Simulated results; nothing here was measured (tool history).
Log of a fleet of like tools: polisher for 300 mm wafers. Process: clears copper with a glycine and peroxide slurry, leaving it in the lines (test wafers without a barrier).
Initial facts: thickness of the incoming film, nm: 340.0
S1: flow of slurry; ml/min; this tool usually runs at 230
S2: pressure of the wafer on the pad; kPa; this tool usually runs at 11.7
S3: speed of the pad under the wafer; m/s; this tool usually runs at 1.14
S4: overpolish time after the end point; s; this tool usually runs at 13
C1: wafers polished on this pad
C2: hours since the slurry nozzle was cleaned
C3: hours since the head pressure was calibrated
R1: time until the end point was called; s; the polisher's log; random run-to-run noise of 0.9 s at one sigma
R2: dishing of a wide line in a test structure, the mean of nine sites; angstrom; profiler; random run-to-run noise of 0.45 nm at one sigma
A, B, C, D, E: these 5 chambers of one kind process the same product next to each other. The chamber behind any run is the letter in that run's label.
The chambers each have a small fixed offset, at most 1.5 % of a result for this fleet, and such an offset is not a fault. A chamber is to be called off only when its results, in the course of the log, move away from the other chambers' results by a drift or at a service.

{"hour": 8.9, "done": "chamber C: slurry nozzle cleaned"}
{"hour": 9.4, "done": "chamber E: worn pad replaced by a new one"}
{"run": "1C", "hour": 13.9, "S1": 230, "S2": 11.7, "S3": 1.14, "S4": 13, "C1": 455, "C2": 5.1, "C3": 794.5, "R1": 79.984, "R2": 389.84}
{"hour": 15.0, "done": "chamber B: worn pad replaced by a new one"}
{"run": "2A", "hour": 27.1, "S1": 230, "S2": 11.7, "S3": 1.14, "S4": 13, "C1": 534, "C2": 62.1, "C3": 320.8, "R1": 80.795, "R2": 387.62}
{"run": "3B", "hour": 39.9, "S1": 230, "S2": 11.7, "S3": 1.14, "S4": 13, "C1": 320, "C2": 241.1, "C3": 195.4, "R1": 80.475, "R2": 386.82}
{"hour": 46.6, "done": "chamber D: worn pad replaced by a new one"}
{"run": "4D", "hour": 46.6, "S1": 230, "S2": 11.7, "S3": 1.14, "S4": 13, "C1": 1, "C2": 583.8, "C3": 500.1, "R1": 78.137, "R2": 396.16}
{"hour": 53.8, "done": "chamber B: slurry nozzle cleaned"}
{"run": "5E", "hour": 54.1, "S1": 230, "S2": 11.7, "S3": 1.14, "S4": 13, "C1": 574, "C2": 606.1, "C3": 533.3, "R1": 80.126, "R2": 395.9}
{"run": "6A", "hour": 68.0, "S1": 230, "S2": 11.7, "S3": 1.14, "S4": 13, "C1": 1059, "C2": 103, "C3": 361.7, "R1": 79.528, "R2": 389.38}
{"run": "7E", "hour": 81.3, "S1": 230, "S2": 11.7, "S3": 1.14, "S4": 13, "C1": 924, "C2": 633.3, "C3": 560.5, "R1": 79.272, "R2": 401.02}
{"hour": 81.6, "done": "chamber E: worn pad replaced by a new one"}
{"hour": 82.5, "done": "chamber B: worn pad replaced by a new one"}
{"hour": 86.9, "done": "chamber A: worn pad replaced by a new one"}
{"run": "8D", "hour": 91.9, "S1": 230, "S2": 11.7, "S3": 1.14, "S4": 13, "C1": 583, "C2": 629.1, "C3": 545.4, "R1": 80.416, "R2": 388.35}
{"run": "9B", "hour": 98.7, "S1": 230, "S2": 11.7, "S3": 1.14, "S4": 13, "C1": 209, "C2": 44.9, "C3": 254.2, "R1": 79.508, "R2": 394.14}
{"hour": 101.2, "done": "chamber C: worn pad replaced by a new one"}
{"run": "10C", "hour": 105.4, "S1": 230, "S2": 11.7, "S3": 1.14, "S4": 13, "C1": 54, "C2": 96.6, "C3": 886, "R1": 81.009, "R2": 397.94}
{"run": "11E", "hour": 115.0, "S1": 230, "S2": 11.7, "S3": 1.14, "S4": 13, "C1": 430, "C2": 667, "C3": 594.2, "R1": 78.434, "R2": 387.88}
{"run": "12D", "hour": 127.4, "S1": 230, "S2": 11.7, "S3": 1.14, "S4": 13, "C1": 1039, "C2": 664.6, "C3": 580.9, "R1": 79.992, "R2": 385.65}
{"hour": 133.7, "done": "chamber C: head pressure recalibrated"}
{"run": "13B", "hour": 137.5, "S1": 230, "S2": 11.7, "S3": 1.14, "S4": 13, "C1": 707, "C2": 83.7, "C3": 293, "R1": 80.071, "R2": 394.63}
{"hour": 138.8, "done": "chamber D: worn pad replaced by a new one"}
{"hour": 140.0, "done": "chamber B: worn pad replaced by a new one"}
{"hour": 145.1, "done": "chamber E: slurry nozzle cleaned"}
{"run": "14A", "hour": 150.8, "S1": 230, "S2": 11.7, "S3": 1.14, "S4": 13, "C1": 821, "C2": 185.8, "C3": 444.5, "R1": 81.05, "R2": 390.56}
{"hour": 151.7, "done": "chamber E: worn pad replaced by a new one"}
{"run": "15C", "hour": 158.0, "S1": 230, "S2": 11.7, "S3": 1.14, "S4": 13, "C1": 730, "C2": 149.2, "C3": 24.4, "R1": 86.819, "R2": 360.95}
{"run": "16B", "hour": 172.3, "S1": 230, "S2": 11.7, "S3": 1.14, "S4": 13, "C1": 415, "C2": 118.5, "C3": 327.8, "R1": 78.471, "R2": 392.09}
{"run": "17A", "hour": 184.1, "S1": 230, "S2": 11.7, "S3": 1.14, "S4": 13, "C1": 1248, "C2": 219.1, "C3": 477.8, "R1": 79.929, "R2": 393.2}
{"run": "18D", "hour": 194.2, "S1": 230, "S2": 11.7, "S3": 1.14, "S4": 13, "C1": 712, "C2": 731.4, "C3": 647.7, "R1": 80.18, "R2": 387.67}
{"hour": 195.0, "done": "chamber A: worn pad replaced by a new one"}
{"hour": 195.6, "done": "chamber B: worn pad replaced by a new one"}
{"run": "19C", "hour": 203.0, "S1": 230, "S2": 11.7, "S3": 1.14, "S4": 13, "C1": 1308, "C2": 194.2, "C3": 69.4, "R1": 87.062, "R2": 368.3}
{"hour": 207.0, "done": "chamber E: worn pad replaced by a new one"}
{"run": "20E", "hour": 212.5, "S1": 230, "S2": 11.7, "S3": 1.14, "S4": 13, "C1": 71, "C2": 67.5, "C3": 691.7, "R1": 77.175, "R2": 392.35}
{"hour": 213.9, "done": "chamber C: worn pad replaced by a new one"}
{"run": "21B", "hour": 219.5, "S1": 230, "S2": 11.7, "S3": 1.14, "S4": 13, "C1": 307, "C2": 165.7, "C3": 375, "R1": 79.07, "R2": 394.82}
{"hour": 219.9, "done": "chamber D: worn pad replaced by a new one"}
{"hour": 219.9, "done": "chamber D: slurry nozzle cleaned"}
{"hour": 229.2, "done": "chamber C: slurry nozzle cleaned"}
{"run": "22A", "hour": 230.0, "S1": 230, "S2": 11.7, "S3": 1.14, "S4": 13, "C1": 449, "C2": 265, "C3": 523.7, "R1": 82.029, "R2": 388.52}
{"run": "23E", "hour": 241.5, "S1": 230, "S2": 11.7, "S3": 1.14, "S4": 13, "C1": 444, "C2": 96.5, "C3": 720.7, "R1": 80.317, "R2": 393.89}
{"run": "24C", "hour": 252.6, "S1": 230, "S2": 11.7, "S3": 1.14, "S4": 13, "C1": 497, "C2": 23.4, "C3": 119, "R1": 85.257, "R2": 365.67}
{"hour": 260.8, "done": "chamber B: worn pad replaced by a new one"}
{"run": "25D", "hour": 262.7, "S1": 230, "S2": 11.7, "S3": 1.14, "S4": 13, "C1": 550, "C2": 42.8, "C3": 716.2, "R1": 79.781, "R2": 388.47}
{"run": "26B", "hour": 270.7, "S1": 230, "S2": 11.7, "S3": 1.14, "S4": 13, "C1": 127, "C2": 216.9, "C3": 426.2, "R1": 78.024, "R2": 389.62}
{"hour": 280.2, "done": "chamber E: worn pad replaced by a new one"}
{"run": "27C", "hour": 283.8, "S1": 230, "S2": 11.7, "S3": 1.14, "S4": 13, "C1": 898, "C2": 54.6, "C3": 150.2, "R1": 84.834, "R2": 362.56}
{"hour": 286.8, "done": "chamber A: worn pad replaced by a new one"}
{"run": "28A", "hour": 292.0, "S1": 230, "S2": 11.7, "S3": 1.14, "S4": 13, "C1": 67, "C2": 327, "C3": 585.7, "R1": 81.975, "R2": 387.8}
{"run": "29D", "hour": 298.9, "S1": 230, "S2": 11.7, "S3": 1.28, "S4": 13, "C1": 1015, "C2": 79, "C3": 752.4, "R1": 73.124, "R2": 406.68}
{"run": "30E", "hour": 313.4, "S1": 230, "S2": 11.7, "S3": 1.28, "S4": 13, "C1": 426, "C2": 168.4, "C3": 792.6, "R1": 73.337, "R2": 421.02}
{"run": "31B", "hour": 320.8, "S1": 230, "S2": 11.7, "S3": 1.28, "S4": 13, "C1": 771, "C2": 267, "C3": 476.3, "R1": 72.406, "R2": 418.4}

Next, every chamber runs the same settings. What will each give?
{"run": "32A", "hour": 331.6, "S1": 230, "S2": 11.7, "S3": 1.14, "S4": 13, "R1": "?", "R2": "?"}
{"run": "32B", "hour": 331.6, "S1": 230, "S2": 11.7, "S3": 1.14, "S4": 13, "R1": "?", "R2": "?"}
{"run": "32C", "hour": 331.6, "S1": 230, "S2": 11.7, "S3": 1.14, "S4": 13, "R1": "?", "R2": "?"}
{"run": "32D", "hour": 331.6, "S1": 230, "S2": 11.7, "S3": 1.14, "S4": 13, "R1": "?", "R2": "?"}
{"run": "32E", "hour": 331.6, "S1": 230, "S2": 11.7, "S3": 1.14, "S4": 13, "R1": "?", "R2": "?"}

run=32A R1=79.761 R2=389.99
run=32B R1=78.569 R2=389.33
run=32C R1=86.185 R2=356.16
run=32D R1=80.989 R2=393.37
run=32E R1=78.59 R2=392.98

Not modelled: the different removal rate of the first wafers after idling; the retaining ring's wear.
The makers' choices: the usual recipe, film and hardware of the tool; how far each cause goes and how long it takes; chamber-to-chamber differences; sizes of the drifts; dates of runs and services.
